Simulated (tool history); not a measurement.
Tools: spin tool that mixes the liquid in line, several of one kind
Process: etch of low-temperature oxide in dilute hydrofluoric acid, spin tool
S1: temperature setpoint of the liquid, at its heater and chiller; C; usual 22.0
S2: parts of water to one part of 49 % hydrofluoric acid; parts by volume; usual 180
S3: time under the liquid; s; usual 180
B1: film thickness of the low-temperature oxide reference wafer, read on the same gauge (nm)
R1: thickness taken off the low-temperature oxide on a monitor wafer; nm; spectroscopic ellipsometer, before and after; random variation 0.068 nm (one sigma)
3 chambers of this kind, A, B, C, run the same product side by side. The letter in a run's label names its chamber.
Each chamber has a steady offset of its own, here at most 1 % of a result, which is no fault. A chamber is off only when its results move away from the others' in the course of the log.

run 1A hour=8.7 | S1=22.0 S2=180 S3=180 | B1=150.01 | R1=8.9428
run 2C hour=21.1 | S1=22.0 S2=180 S3=180 | B1=149.99 | R1=8.9690
run 3B hour=36.3 | S1=22.0 S2=180 S3=180 | B1=149.99 | R1=8.9624
run 4C hour=50.9 | S1=22.0 S2=180 S3=180 | B1=149.99 | R1=9.1472
run 5B hour=60.1 | S1=22.0 S2=180 S3=180 | B1=149.98 | R1=8.9264
run 6A hour=74.3 | S1=22.0 S2=180 S3=180 | B1=149.98 | R1=8.8952
run 7C hour=85.1 | S1=22.0 S2=180 S3=180 | B1=149.98 | R1=8.9404
run 8B hour=93.4 | S1=22.0 S2=180 S3=180 | B1=150.01 | R1=9.1332
run 9A hour=102.5 | S1=22.0 S2=180 S3=180 | B1=149.99 | R1=8.9457
run 10B hour=112.1 | S1=22.0 S2=180 S3=180 | B1=149.98 | R1=8.9010
-- hour=120.6 chamber B: hydrofluoric acid flow meter replaced
run 11C hour=127.3 | S1=19.5 S2=255 S3=180 | B1=150.02 | R1=5.1825
run 12A hour=143.1 | S1=19.5 S2=255 S3=180 | B1=150.00 | R1=5.3220
run 13C hour=153.8 | S1=19.5 S2=255 S3=180 | B1=149.99 | R1=5.1211
run 14B hour=167.8 | S1=22.0 S2=180 S3=180 | B1=150.00 | R1=9.0550
run 15A hour=180.5 | S1=22.0 S2=180 S3=180 | B1=150.01 | R1=8.9055
run 16A hour=190.3 | S1=22.0 S2=180 S3=180 | B1=150.00 | R1=8.9068
run 17C hour=199.4 | S1=22.0 S2=180 S3=180 | B1=149.99 | R1=8.5473
run 18B hour=208.6 | S1=22.0 S2=180 S3=180 | B1=150.00 | R1=8.9490
run 19B hour=215.5 | S1=22.0 S2=180 S3=180 | B1=150.01 | R1=8.9394
run 20A hour=226.4 | S1=22.0 S2=180 S3=180 | B1=150.01 | R1=8.8831

All 3 chambers run these settings next. Forecast each chamber's results:
run 21A hour=237.7 | S1=22.0 S2=180 S3=180 | R1=?
run 21B hour=237.7 | S1=22.0 S2=180 S3=180 | R1=?
run 21C hour=237.7 | S1=22.0 S2=180 S3=180 | R1=?

run=21A R1=8.9655
run=21B R1=8.9097
run=21C R1=8.2919

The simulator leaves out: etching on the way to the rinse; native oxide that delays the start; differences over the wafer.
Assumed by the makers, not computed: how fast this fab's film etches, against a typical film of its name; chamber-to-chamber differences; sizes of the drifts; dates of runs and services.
